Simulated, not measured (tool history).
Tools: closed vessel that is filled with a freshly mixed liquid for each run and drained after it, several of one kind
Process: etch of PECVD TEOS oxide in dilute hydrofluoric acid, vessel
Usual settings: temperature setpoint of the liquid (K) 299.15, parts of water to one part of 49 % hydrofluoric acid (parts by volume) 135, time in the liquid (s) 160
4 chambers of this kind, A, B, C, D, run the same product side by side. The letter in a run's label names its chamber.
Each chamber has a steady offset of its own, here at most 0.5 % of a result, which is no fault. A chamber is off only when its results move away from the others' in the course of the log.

| run | hour | temperature setpoint of the liquid (K) | parts of water to one part of 49 % hydrofluoric acid (parts by volume) | time in the liquid (s) | hours since the thermometer was replaced | hours since the hydrofluoric acid flow meter was replaced | read-back film thickness of the PECVD TEOS oxide reference wafer, read on the same gauge (nm) | thickness taken off the PECVD TEOS oxide on a monitor wafer (angstrom) |
|---|---|---|---|---|---|---|---|---|
| 1A | 5.5 | 299.15 | 135 | 160 | 673.3 | 437.1 | 140 | 228.99 |
| 2C | 8.4 | 299.15 | 135 | 160 | 1462 | 56.9 | 139.96 | 231.77 |
| 3B | 13.4 | 299.15 | 135 | 160 | 305.9 | 688.7 | 140 | 228.82 |
| 4D | 17.1 | 299.15 | 135 | 160 | 369.9 | 2169.8 | 140.01 | 226.09 |
| 5B | 21.3 | 299.15 | 65 | 230 | 313.8 | 696.6 | 140.01 | 751.82 |
| 6D | 26.8 | 299.15 | 65 | 230 | 379.6 | 2179.5 | 140 | 743.22 |
| 7A | 31.8 | 299.15 | 65 | 230 | 699.6 | 463.4 | 140.01 | 752.06 |
| 8C | 36 | 299.15 | 65 | 230 | 1489.6 | 84.5 | 140.02 | 756.82 |
| 9C | 40 | 299.15 | 135 | 160 | 1493.6 | 88.5 | 140 | 227.53 |
| 10B | 43.8 | 299.15 | 135 | 160 | 336.3 | 719.1 | 140 | 231.46 |
| 11A | 49.2 | 299.15 | 135 | 160 | 717 | 480.8 | 139.99 | 224.92 |
| 12D | 55.1 | 299.15 | 135 | 160 | 407.9 | 2207.8 | 140.01 | 228.37 |
| 13A | 60.3 | 299.15 | 185 | 160 | 728.1 | 491.9 | 140 | 154.55 |
| 14B | 66.3 | 299.15 | 185 | 160 | 358.8 | 741.6 | 140 | 156.45 |
| 15C | 72.1 | 299.15 | 185 | 160 | 1525.7 | 120.6 | 139.99 | 157.08 |
| 16D | 75.2 | 299.15 | 185 | 160 | 428 | 2227.9 | 139.98 | 157.16 |
| 17D | 79.4 | 299.15 | 135 | 160 | 432.2 | 2232.1 | 140.01 | 229.53 |
| 18B | 85.2 | 299.15 | 135 | 160 | 377.7 | 760.5 | 140 | 230.14 |
| 19A | 90.8 | 299.15 | 135 | 160 | 758.6 | 522.4 | 140.01 | 224.13 |
|  | 91.4 | chamber D: hydrofluoric acid flow meter replaced |
| 20C | 96.8 | 302.65 | 175 | 160 | 1550.4 | 145.3 | 140.01 | 192.96 |
| 21C | 102.3 | 302.65 | 175 | 160 | 1555.9 | 150.8 | 140.01 | 192.62 |
| 22B | 106.6 | 302.65 | 175 | 160 | 399.1 | 781.9 | 139.99 | 188 |
| 23A | 110.5 | 302.65 | 175 | 160 | 778.3 | 542.1 | 139.99 | 184.3 |
| 24D | 115.3 | 299.15 | 135 | 160 | 468.1 | 24 | 139.98 | 231.02 |
| 25A | 119 | 299.15 | 135 | 160 | 786.8 | 550.6 | 140 | 221.34 |
| 26C | 125 | 299.15 | 90 | 80 | 1578.6 | 173.5 | 140.01 | 182.84 |
| 27D | 129.3 | 299.15 | 90 | 80 | 482.1 | 38 | 140 | 182.34 |
| 28B | 132.9 | 299.15 | 90 | 80 | 425.4 | 808.2 | 140.01 | 182.22 |
| 29D | 139 | 299.15 | 90 | 80 | 491.8 | 47.7 | 139.99 | 180.68 |
| 30B | 144.3 | 299.15 | 135 | 160 | 436.8 | 819.6 | 140.01 | 228.25 |
| 31C | 147.5 | 299.15 | 135 | 160 | 1601.1 | 196 | 140.02 | 229.74 |
| 32A | 152.7 | 299.15 | 135 | 160 | 820.5 | 584.3 | 140.02 | 216.47 |
| 33C | 157.5 | 299.15 | 135 | 160 | 1611.1 | 206 | 140.01 | 228.3 |
| 34A | 163.1 | 299.15 | 135 | 160 | 830.9 | 594.7 | 139.99 | 214.06 |
| 35B | 166.9 | 299.15 | 135 | 160 | 459.4 | 842.2 | 140.01 | 231.04 |
| 36D | 171.7 | 299.15 | 135 | 160 | 524.5 | 80.4 | 139.97 | 230.45 |
| 37A | 176 | 299.15 | 135 | 160 | 843.8 | 607.6 | 140.02 | 214.17 |
| 38C | 180.8 | 299.15 | 135 | 160 | 1634.4 | 229.3 | 140 | 229.24 |
| 39D | 183.6 | 299.15 | 135 | 160 | 536.4 | 92.3 | 140.01 | 229.86 |
| 40B | 186.5 | 299.15 | 135 | 160 | 479 | 861.8 | 140.04 | 229.36 |

All 4 chambers run these settings next. Forecast each chamber's results:
| 41A | 191 | 299.15 | 135 | 160 |  |  |  | ? |
| 41B | 191 | 299.15 | 135 | 160 |  |  |  | ? |
| 41C | 191 | 299.15 | 135 | 160 |  |  |  | ? |
| 41D | 191 | 299.15 | 135 | 160 |  |  |  | ? |

| run | thickness taken off the PECVD TEOS oxide on a monitor wafer (angstrom) |
|---|---|
| 41A | 215.05 |
| 41B | 227.28 |
| 41C | 228.53 |
| 41D | 229.05 |
